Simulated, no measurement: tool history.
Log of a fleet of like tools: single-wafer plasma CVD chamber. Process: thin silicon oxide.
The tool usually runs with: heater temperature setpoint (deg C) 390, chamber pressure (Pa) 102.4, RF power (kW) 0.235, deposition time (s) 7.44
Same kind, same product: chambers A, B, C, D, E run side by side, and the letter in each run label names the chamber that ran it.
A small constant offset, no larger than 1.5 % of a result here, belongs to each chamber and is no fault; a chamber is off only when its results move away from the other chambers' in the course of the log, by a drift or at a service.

run	hour	heater temperature setpoint (deg C)	chamber pressure (Pa)	RF power (kW)	deposition time (s)	hours since the last thermocouple change	hours since the last RF generator calibration	hours since the last manometer calibration	read-back reference wafer on the same gauge, thickness_nm	mean film thickness on the monitor wafer (nm)
1E	8.1	390	102.4	0.235	7.44	542.0	55.7	1862.5	12.192	11.9050
2C	17.1	390	102.4	0.235	7.44	2257.8	1680.5	1461.1	12.190	11.8080
3D	23.0	390	102.4	0.235	7.44	484.5	587.1	1538.2	12.196	11.8480
# hour 26.3: chamber A: thermocouple changed; heater temperature recalibrated
4B	31.2	390	102.4	0.235	7.44	1160.7	692.7	1275.7	12.185	11.7500
5A	36.1	390	102.4	0.235	7.44	9.8	617.9	92.9	12.192	11.9900
6C	41.4	390	102.4	0.235	7.44	2282.1	1704.8	1485.4	12.182	11.8040
7D	50.9	390	102.4	0.235	7.44	512.4	615.0	1566.1	12.183	11.8400
8A	56.6	390	102.4	0.235	7.44	30.3	638.4	113.4	12.175	12.0030
9B	62.5	390	102.4	0.235	7.44	1192.0	724.0	1307.0	12.179	11.7660
10E	71.8	390	102.4	0.235	7.44	605.7	119.4	1926.2	12.174	11.9000
11C	81.2	390	102.4	0.235	7.44	2321.9	1744.6	1525.2	12.175	11.7680
12B	87.3	390	102.4	0.235	7.44	1216.8	748.8	1331.8	12.172	11.7560
13A	94.1	390	102.4	0.235	7.44	67.8	675.9	150.9	12.171	11.9560
14E	100.9	390	102.4	0.235	7.44	634.8	148.5	1955.3	12.164	11.8620
15D	106.9	390	87.2	0.235	7.44	568.4	671.0	1622.1	12.163	10.0460
16D	112.3	390	87.2	0.235	7.44	573.8	676.4	1627.5	12.163	10.0420
17B	121.0	390	87.2	0.235	7.44	1250.5	782.5	1365.5	12.162	9.9466
18E	125.2	390	87.2	0.235	7.44	659.1	172.8	1979.6	12.161	10.0670
19A	131.3	390	87.2	0.235	7.44	105.0	713.1	188.1	12.155	10.1180
20C	139.8	390	102.4	0.275	7.44	2380.5	1803.2	1583.8	12.150	12.6270
21B	147.0	390	102.4	0.275	7.44	1276.5	808.5	1391.5	12.154	12.5840
22C	152.3	390	102.4	0.275	7.44	2393.0	1815.7	1596.3	12.154	12.6550
# hour 156.3: chamber C: thermocouple changed; heater temperature recalibrated
23A	161.8	390	102.4	0.275	7.44	135.5	743.6	218.6	12.141	12.8230
24E	167.7	390	102.4	0.275	7.44	701.6	215.3	2022.1	12.149	12.7460
25D	176.3	390	102.4	0.235	7.44	637.8	740.4	1691.5	12.147	11.8190
26E	184.2	396	102.4	0.235	6.82	718.1	231.8	2038.6	12.137	10.8180
27B	193.6	396	102.4	0.235	6.82	1323.1	855.1	1438.1	12.134	10.6830
28D	202.1	396	102.4	0.235	6.82	663.6	766.2	1717.3	12.137	10.7730
29C	206.9	396	102.4	0.235	6.82	50.6	1870.3	1650.9	12.136	10.7360
30A	212.0	396	102.4	0.235	6.82	185.7	793.8	268.8	12.128	10.9320
31E	219.3	390	102.4	0.235	7.44	753.2	266.9	2073.7	12.126	11.8600
32C	223.7	390	102.4	0.235	7.44	67.4	1887.1	1667.7	12.125	11.7480
# hour 227.7: chamber B: RF generator calibrated
33B	233.2	390	102.4	0.235	7.44	1362.7	5.5	1477.7	12.122	11.6990
34A	239.1	390	102.4	0.235	7.44	212.8	820.9	295.9	12.123	11.9100
35D	247.1	390	102.4	0.235	7.44	708.6	811.2	1762.3	12.113	11.7920
36D	253.5	390	102.4	0.235	7.44	715.0	817.6	1768.7	12.119	11.8000
37A	259.7	390	124.9	0.265	7.44	233.4	841.5	316.5	12.112	15.0280

Does one chamber stand apart from the rest, does the shared gauge drift, or is all well apart from small per-chamber offsets? Give the chamber and the most likely cause, where there is one.

The shared gauge is drifting. All chambers look as if they move in step, but none is off.
Likeliest cause: gauge reads low (%) = 0.716.

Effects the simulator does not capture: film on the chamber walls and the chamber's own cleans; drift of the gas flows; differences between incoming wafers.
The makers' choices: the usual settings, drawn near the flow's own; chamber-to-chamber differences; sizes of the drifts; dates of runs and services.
